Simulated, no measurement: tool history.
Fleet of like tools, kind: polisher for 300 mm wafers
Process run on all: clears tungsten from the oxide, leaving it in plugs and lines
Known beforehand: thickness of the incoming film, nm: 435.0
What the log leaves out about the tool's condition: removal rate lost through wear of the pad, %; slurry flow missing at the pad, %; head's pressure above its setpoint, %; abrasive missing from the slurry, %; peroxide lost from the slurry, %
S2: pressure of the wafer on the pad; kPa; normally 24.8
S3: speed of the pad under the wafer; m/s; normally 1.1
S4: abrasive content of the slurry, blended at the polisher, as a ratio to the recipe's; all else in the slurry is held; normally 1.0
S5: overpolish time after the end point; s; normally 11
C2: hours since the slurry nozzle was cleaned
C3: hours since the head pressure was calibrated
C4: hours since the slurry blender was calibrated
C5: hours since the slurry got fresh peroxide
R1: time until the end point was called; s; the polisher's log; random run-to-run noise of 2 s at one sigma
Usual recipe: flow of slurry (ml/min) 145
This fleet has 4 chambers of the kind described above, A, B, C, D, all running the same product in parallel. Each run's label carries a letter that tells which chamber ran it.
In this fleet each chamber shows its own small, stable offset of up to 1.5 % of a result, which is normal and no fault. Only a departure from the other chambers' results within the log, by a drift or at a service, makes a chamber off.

run 1B day=0.350 | flow_of_slurry_(ml/min)=145 S2=24.8 S3=1.1 S4=1.0 S5=11 | wafers_polished_on_this_pad=430 C2=10.0 C3=46.7 C4=69.6 C5=184.4 | R1=99.377
run 2A day=0.704 | flow_of_slurry_(ml/min)=145 S2=24.8 S3=1.1 S4=1.0 S5=11 | wafers_polished_on_this_pad=523 C2=281.5 C3=452.9 C4=308.0 C5=42.3 | R1=102.450
run 3D day=0.971 | flow_of_slurry_(ml/min)=145 S2=24.8 S3=1.1 S4=1.0 S5=11 | wafers_polished_on_this_pad=322 C2=138.7 C3=435.3 C4=90.1 C5=25.1 | R1=99.455
-- day=1.000 chamber B: slurry tank refilled with fresh slurry and peroxide
-- day=1.046 chamber C: slurry blender recalibrated
run 4C day=1.292 | flow_of_slurry_(ml/min)=145 S2=24.8 S3=1.1 S4=1.0 S5=11 | wafers_polished_on_this_pad=943 C2=883.2 C3=368.1 C4=6.0 C5=74.4 | R1=100.640
run 5C day=1.529 | flow_of_slurry_(ml/min)=145 S2=24.8 S3=1.1 S4=1.0 S5=11 | wafers_polished_on_this_pad=984 C2=888.9 C3=373.8 C4=11.7 C5=80.1 | R1=100.430
run 6B day=1.817 | flow_of_slurry_(ml/min)=145 S2=24.8 S3=1.1 S4=1.0 S5=11 | wafers_polished_on_this_pad=683 C2=45.2 C3=81.9 C4=104.8 C5=19.6 | R1=99.535
-- day=1.988 chamber A: slurry blender recalibrated
run 7A day=2.046 | flow_of_slurry_(ml/min)=115 S2=24.8 S3=1.1 S4=1.0 S5=14 | wafers_polished_on_this_pad=755 C2=313.7 C3=485.1 C4=1.5 C5=74.5 | R1=106.830
-- day=2.242 chamber B: worn pad replaced by a new one
-- day=2.375 chamber A: worn pad replaced by a new one
run 8D day=2.404 | flow_of_slurry_(ml/min)=115 S2=24.8 S3=1.1 S4=1.0 S5=14 | wafers_polished_on_this_pad=570 C2=173.1 C3=469.7 C4=124.5 C5=59.5 | R1=107.940
-- day=2.579 chamber A: head pressure recalibrated
run 9D day=2.746 | flow_of_slurry_(ml/min)=115 S2=24.8 S3=1.1 S4=1.0 S5=14 | wafers_polished_on_this_pad=629 C2=181.3 C3=477.9 C4=132.7 C5=67.7 | R1=106.490
run 10B day=3.004 | flow_of_slurry_(ml/min)=115 S2=24.8 S3=1.1 S4=1.0 S5=14 | wafers_polished_on_this_pad=132 C2=73.7 C3=110.4 C4=133.3 C5=48.1 | R1=108.270
run 11C day=3.338 | flow_of_slurry_(ml/min)=145 S2=24.8 S3=1.1 S4=1.0 S5=11 | wafers_polished_on_this_pad=1297 C2=932.3 C3=417.2 C4=55.1 C5=123.5 | R1=102.980
-- day=3.412 chamber D: slurry blender recalibrated
run 12A day=3.583 | flow_of_slurry_(ml/min)=145 S2=24.8 S3=1.1 S4=1.0 S5=11 | wafers_polished_on_this_pad=209 C2=350.6 C3=24.1 C4=38.4 C5=111.4 | R1=99.383
-- day=3.692 chamber C: worn pad replaced by a new one
run 13B day=3.775 | flow_of_slurry_(ml/min)=145 S2=24.8 S3=1.1 S4=1.0 S5=11 | wafers_polished_on_this_pad=265 C2=92.2 C3=128.9 C4=151.8 C5=66.6 | R1=97.273
-- day=3.883 chamber A: slurry tank refilled with fresh slurry and peroxide
run 14D day=3.992 | flow_of_slurry_(ml/min)=145 S2=24.8 S3=1.1 S4=1.0 S5=11 | wafers_polished_on_this_pad=844 C2=211.2 C3=507.8 C4=13.9 C5=97.6 | R1=99.549
-- day=4.250 chamber D: slurry tank refilled with fresh slurry and peroxide
run 15A day=4.325 | flow_of_slurry_(ml/min)=145 S2=24.8 S3=1.1 S4=1.0 S5=11 | wafers_polished_on_this_pad=337 C2=368.4 C3=41.9 C4=56.2 C5=10.7 | R1=102.400
run 16C day=4.621 | flow_of_slurry_(ml/min)=145 S2=24.8 S3=1.1 S4=1.0 S5=11 | wafers_polished_on_this_pad=161 C2=963.1 C3=448.0 C4=85.9 C5=154.3 | R1=102.600
-- day=4.921 chamber D: worn pad replaced by a new one
-- day=4.925 chamber C: slurry nozzle cleaned
run 17A day=4.971 | flow_of_slurry_(ml/min)=145 S2=24.8 S3=1.1 S4=1.0 S5=11 | wafers_polished_on_this_pad=449 C2=383.9 C3=57.4 C4=71.7 C5=26.2 | R1=100.480
run 18B day=5.267 | flow_of_slurry_(ml/min)=145 S2=24.8 S3=1.1 S4=1.0 S5=11 | wafers_polished_on_this_pad=523 C2=128.0 C3=164.7 C4=187.6 C5=102.4 | R1=96.743
run 19C day=5.471 | flow_of_slurry_(ml/min)=145 S2=24.8 S3=1.1 S4=1.0 S5=11 | wafers_polished_on_this_pad=308 C2=13.2 C3=468.4 C4=106.3 C5=174.7 | R1=107.940
run 20D day=5.683 | flow_of_slurry_(ml/min)=145 S2=24.8 S3=1.1 S4=1.0 S5=11 | wafers_polished_on_this_pad=132 C2=251.8 C3=548.4 C4=54.5 C5=34.5 | R1=102.810
run 21D day=5.917 | flow_of_slurry_(ml/min)=145 S2=24.8 S3=1.1 S4=1.0 S5=11 | wafers_polished_on_this_pad=172 C2=257.4 C3=554.0 C4=60.1 C5=40.1 | R1=102.090
run 22C day=6.138 | flow_of_slurry_(ml/min)=145 S2=24.8 S3=1.1 S4=1.1 S5=11 | wafers_polished_on_this_pad=423 C2=29.2 C3=484.4 C4=122.3 C5=190.7 | R1=107.220
run 23A day=6.300 | flow_of_slurry_(ml/min)=145 S2=24.8 S3=1.1 S4=1.1 S5=11 | wafers_polished_on_this_pad=678 C2=415.8 C3=89.3 C4=103.6 C5=58.1 | R1=96.908
-- day=6.346 chamber B: slurry blender recalibrated
-- day=6.496 chamber A: worn pad replaced by a new one
run 24B day=6.633 | flow_of_slurry_(ml/min)=145 S2=24.8 S3=1.1 S4=1.1 S5=11 | wafers_polished_on_this_pad=759 C2=160.8 C3=197.5 C4=6.9 C5=135.2 | R1=94.809
run 25D day=6.900 | flow_of_slurry_(ml/min)=145 S2=24.8 S3=1.1 S4=1.1 S5=11 | wafers_polished_on_this_pad=343 C2=281.0 C3=577.6 C4=83.7 C5=63.7 | R1=99.270
run 26C day=7.183 | flow_of_slurry_(ml/min)=145 S2=24.8 S3=1.1 S4=1.0 S5=11 | wafers_polished_on_this_pad=604 C2=54.3 C3=509.5 C4=147.4 C5=215.8 | R1=115.290
-- day=7.208 chamber B: worn pad replaced by a new one
run 27A day=7.396 | flow_of_slurry_(ml/min)=145 S2=24.8 S3=1.1 S4=1.0 S5=11 | wafers_polished_on_this_pad=156 C2=442.1 C3=115.6 C4=129.9 C5=84.4 | R1=99.697
run 28B day=7.729 | flow_of_slurry_(ml/min)=145 S2=27.6 S3=1.1 S4=1.0 S5=11 | wafers_polished_on_this_pad=90 C2=187.1 C3=223.8 C4=33.2 C5=161.5 | R1=88.769
run 29B day=7.904 | flow_of_slurry_(ml/min)=145 S2=27.6 S3=1.1 S4=1.0 S5=11 | wafers_polished_on_this_pad=121 C2=191.3 C3=228.0 C4=37.4 C5=165.7 | R1=92.467
-- day=8.042 chamber A: slurry tank refilled with fresh slurry and peroxide
run 30A day=8.179 | flow_of_slurry_(ml/min)=145 S2=27.6 S3=1.1 S4=1.0 S5=11 | wafers_polished_on_this_pad=291 C2=460.9 C3=134.4 C4=148.7 C5=3.4 | R1=90.434

Predict what each chamber gives when all 4 of them run the settings below next.
run 31A day=8.446 | flow_of_slurry_(ml/min)=145 S2=24.8 S3=1.1 S4=1.0 S5=11 | R1=?
run 31B day=8.446 | flow_of_slurry_(ml/min)=145 S2=24.8 S3=1.1 S4=1.0 S5=11 | R1=?
run 31C day=8.446 | flow_of_slurry_(ml/min)=145 S2=24.8 S3=1.1 S4=1.0 S5=11 | R1=?
run 31D day=8.446 | flow_of_slurry_(ml/min)=145 S2=24.8 S3=1.1 S4=1.0 S5=11 | R1=?

run=31A R1=103.710
run=31B R1=97.441
run=31C R1=127.080
run=31D R1=101.050
